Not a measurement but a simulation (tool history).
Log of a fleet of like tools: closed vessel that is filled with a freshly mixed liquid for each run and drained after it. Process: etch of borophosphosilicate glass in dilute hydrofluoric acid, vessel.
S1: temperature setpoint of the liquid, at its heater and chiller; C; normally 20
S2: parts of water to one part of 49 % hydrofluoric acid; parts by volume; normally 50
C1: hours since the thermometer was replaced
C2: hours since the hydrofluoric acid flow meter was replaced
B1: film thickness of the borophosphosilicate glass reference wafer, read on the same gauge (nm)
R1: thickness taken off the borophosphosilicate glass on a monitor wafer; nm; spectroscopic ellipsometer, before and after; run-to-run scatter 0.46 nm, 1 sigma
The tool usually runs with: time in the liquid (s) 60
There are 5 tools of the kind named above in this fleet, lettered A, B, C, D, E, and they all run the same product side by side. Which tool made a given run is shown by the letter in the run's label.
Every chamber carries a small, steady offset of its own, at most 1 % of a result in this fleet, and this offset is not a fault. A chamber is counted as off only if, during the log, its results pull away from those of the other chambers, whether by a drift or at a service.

run 1E hour=6.2 | S1=20 S2=50 time_in_the_liquid_(s)=60 | C1=113 C2=861 | B1=100.01 | R1=48.629
run 2C hour=11.4 | S1=20 S2=50 time_in_the_liquid_(s)=60 | C1=895.6 C2=1411.2 | B1=100 | R1=48.527
run 3D hour=17.9 | S1=20 S2=50 time_in_the_liquid_(s)=60 | C1=515.9 C2=1257.3 | B1=100 | R1=48.457
run 4A hour=23.5 | S1=20 S2=50 time_in_the_liquid_(s)=60 | C1=458.3 C2=293.1 | B1=99.988 | R1=48.092
run 5B hour=29.3 | S1=20 S2=50 time_in_the_liquid_(s)=60 | C1=455.2 C2=271.4 | B1=99.959 | R1=48.678
run 6B hour=33.2 | S1=20 S2=50 time_in_the_liquid_(s)=60 | C1=459.1 C2=275.3 | B1=99.966 | R1=48.816
run 7C hour=38.8 | S1=20 S2=50 time_in_the_liquid_(s)=60 | C1=923 C2=1438.6 | B1=99.982 | R1=48.287
-- hour=39.5 chamber D: hydrofluoric acid flow meter replaced
run 8E hour=44.7 | S1=20 S2=50 time_in_the_liquid_(s)=80 | C1=151.5 C2=899.5 | B1=100.03 | R1=66.062
run 9D hour=50.5 | S1=20 S2=50 time_in_the_liquid_(s)=80 | C1=548.5 C2=11.1 | B1=99.983 | R1=64.163
run 10A hour=54.3 | S1=20 S2=50 time_in_the_liquid_(s)=80 | C1=489.1 C2=323.9 | B1=100.04 | R1=63.114
run 11C hour=59 | S1=20 S2=50 time_in_the_liquid_(s)=80 | C1=943.2 C2=1458.8 | B1=100 | R1=64.386
run 12A hour=64.1 | S1=20 S2=50 time_in_the_liquid_(s)=80 | C1=498.9 C2=333.7 | B1=99.964 | R1=63.781
run 13E hour=69.6 | S1=20 S2=50 time_in_the_liquid_(s)=60 | C1=176.4 C2=924.4 | B1=99.975 | R1=48.88
run 14B hour=73.9 | S1=20 S2=50 time_in_the_liquid_(s)=60 | C1=499.8 C2=316 | B1=99.976 | R1=48.685
run 15D hour=77.6 | S1=20 S2=50 time_in_the_liquid_(s)=60 | C1=575.6 C2=38.2 | B1=99.996 | R1=47.951
run 16C hour=81.4 | S1=20 S2=50 time_in_the_liquid_(s)=60 | C1=965.6 C2=1481.2 | B1=99.991 | R1=48.051
run 17D hour=87 | S1=20 S2=50 time_in_the_liquid_(s)=60 | C1=585 C2=47.6 | B1=100.01 | R1=48.467
run 18A hour=90.9 | S1=20 S2=50 time_in_the_liquid_(s)=60 | C1=525.7 C2=360.5 | B1=100.01 | R1=47.912
run 19B hour=96 | S1=20 S2=50 time_in_the_liquid_(s)=60 | C1=521.9 C2=338.1 | B1=99.995 | R1=48.913
run 20E hour=100.5 | S1=20 S2=50 time_in_the_liquid_(s)=60 | C1=207.3 C2=955.3 | B1=99.986 | R1=48.757
run 21E hour=105.5 | S1=20 S2=35 time_in_the_liquid_(s)=35 | C1=212.3 C2=960.3 | B1=100.02 | R1=41.929
run 22A hour=112.1 | S1=20 S2=35 time_in_the_liquid_(s)=35 | C1=546.9 C2=381.7 | B1=99.986 | R1=40.114
run 23C hour=117.9 | S1=20 S2=35 time_in_the_liquid_(s)=35 | C1=1002.1 C2=1517.7 | B1=100.01 | R1=40.277
run 24B hour=122 | S1=20 S2=35 time_in_the_liquid_(s)=35 | C1=547.9 C2=364.1 | B1=99.992 | R1=41.17
run 25D hour=128.1 | S1=20 S2=35 time_in_the_liquid_(s)=35 | C1=626.1 C2=88.7 | B1=100 | R1=40.293
run 26B hour=133.2 | S1=20 S2=50 time_in_the_liquid_(s)=60 | C1=559.1 C2=375.3 | B1=99.97 | R1=48.851
run 27C hour=138.9 | S1=20 S2=50 time_in_the_liquid_(s)=60 | C1=1023.1 C2=1538.7 | B1=99.989 | R1=47.913
run 28D hour=145.8 | S1=20 S2=50 time_in_the_liquid_(s)=60 | C1=643.8 C2=106.4 | B1=100.02 | R1=48.819
run 29E hour=151.2 | S1=20 S2=50 time_in_the_liquid_(s)=60 | C1=258 C2=1006 | B1=100 | R1=48.578
run 30A hour=158.1 | S1=20 S2=50 time_in_the_liquid_(s)=60 | C1=592.9 C2=427.7 | B1=99.991 | R1=48.057
run 31E hour=164.9 | S1=20 S2=50 time_in_the_liquid_(s)=60 | C1=271.7 C2=1019.7 | B1=99.993 | R1=49.376
run 32C hour=168.6 | S1=20 S2=50 time_in_the_liquid_(s)=60 | C1=1052.8 C2=1568.4 | B1=100.01 | R1=47.598
run 33D hour=173 | S1=20 S2=50 time_in_the_liquid_(s)=60 | C1=671 C2=133.6 | B1=100.01 | R1=48.933
run 34B hour=179 | S1=20 S2=50 time_in_the_liquid_(s)=60 | C1=604.9 C2=421.1 | B1=100.02 | R1=48.918
run 35A hour=182.3 | S1=20 S2=50 time_in_the_liquid_(s)=60 | C1=617.1 C2=451.9 | B1=100.05 | R1=47.409
run 36E hour=187.7 | S1=20 S2=60 time_in_the_liquid_(s)=60 | C1=294.5 C2=1042.5 | B1=99.99 | R1=40.036
run 37D hour=193.9 | S1=20 S2=60 time_in_the_liquid_(s)=60 | C1=691.9 C2=154.5 | B1=99.965 | R1=39.414
run 38A hour=199.3 | S1=20 S2=60 time_in_the_liquid_(s)=60 | C1=634.1 C2=468.9 | B1=100.01 | R1=39.219
run 39B hour=202.9 | S1=20 S2=60 time_in_the_liquid_(s)=60 | C1=628.8 C2=445 | B1=100 | R1=39.864
run 40C hour=208.1 | S1=20 S2=60 time_in_the_liquid_(s)=60 | C1=1092.3 C2=1607.9 | B1=99.979 | R1=39.204
run 41D hour=213.6 | S1=20 S2=50 time_in_the_liquid_(s)=60 | C1=711.6 C2=174.2 | B1=100 | R1=48.072
run 42C hour=219.8 | S1=20 S2=50 time_in_the_liquid_(s)=60 | C1=1104 C2=1619.6 | B1=100.02 | R1=48.557
run 43A hour=225.6 | S1=20 S2=50 time_in_the_liquid_(s)=60 | C1=660.4 C2=495.2 | B1=100.02 | R1=48.29

For the next run the whole fleet of 5 chambers uses the same settings. Give each chamber's results:
run 44A hour=230.6 | S1=20 S2=50 time_in_the_liquid_(s)=75 | R1=?
run 44B hour=230.6 | S1=20 S2=50 time_in_the_liquid_(s)=75 | R1=?
run 44C hour=230.6 | S1=20 S2=50 time_in_the_liquid_(s)=75 | R1=?
run 44D hour=230.6 | S1=20 S2=50 time_in_the_liquid_(s)=75 | R1=?
run 44E hour=230.6 | S1=20 S2=50 time_in_the_liquid_(s)=75 | R1=?

run=44A R1=60.655
run=44B R1=60.82
run=44C R1=60.556
run=44D R1=59.793
run=44E R1=60.163

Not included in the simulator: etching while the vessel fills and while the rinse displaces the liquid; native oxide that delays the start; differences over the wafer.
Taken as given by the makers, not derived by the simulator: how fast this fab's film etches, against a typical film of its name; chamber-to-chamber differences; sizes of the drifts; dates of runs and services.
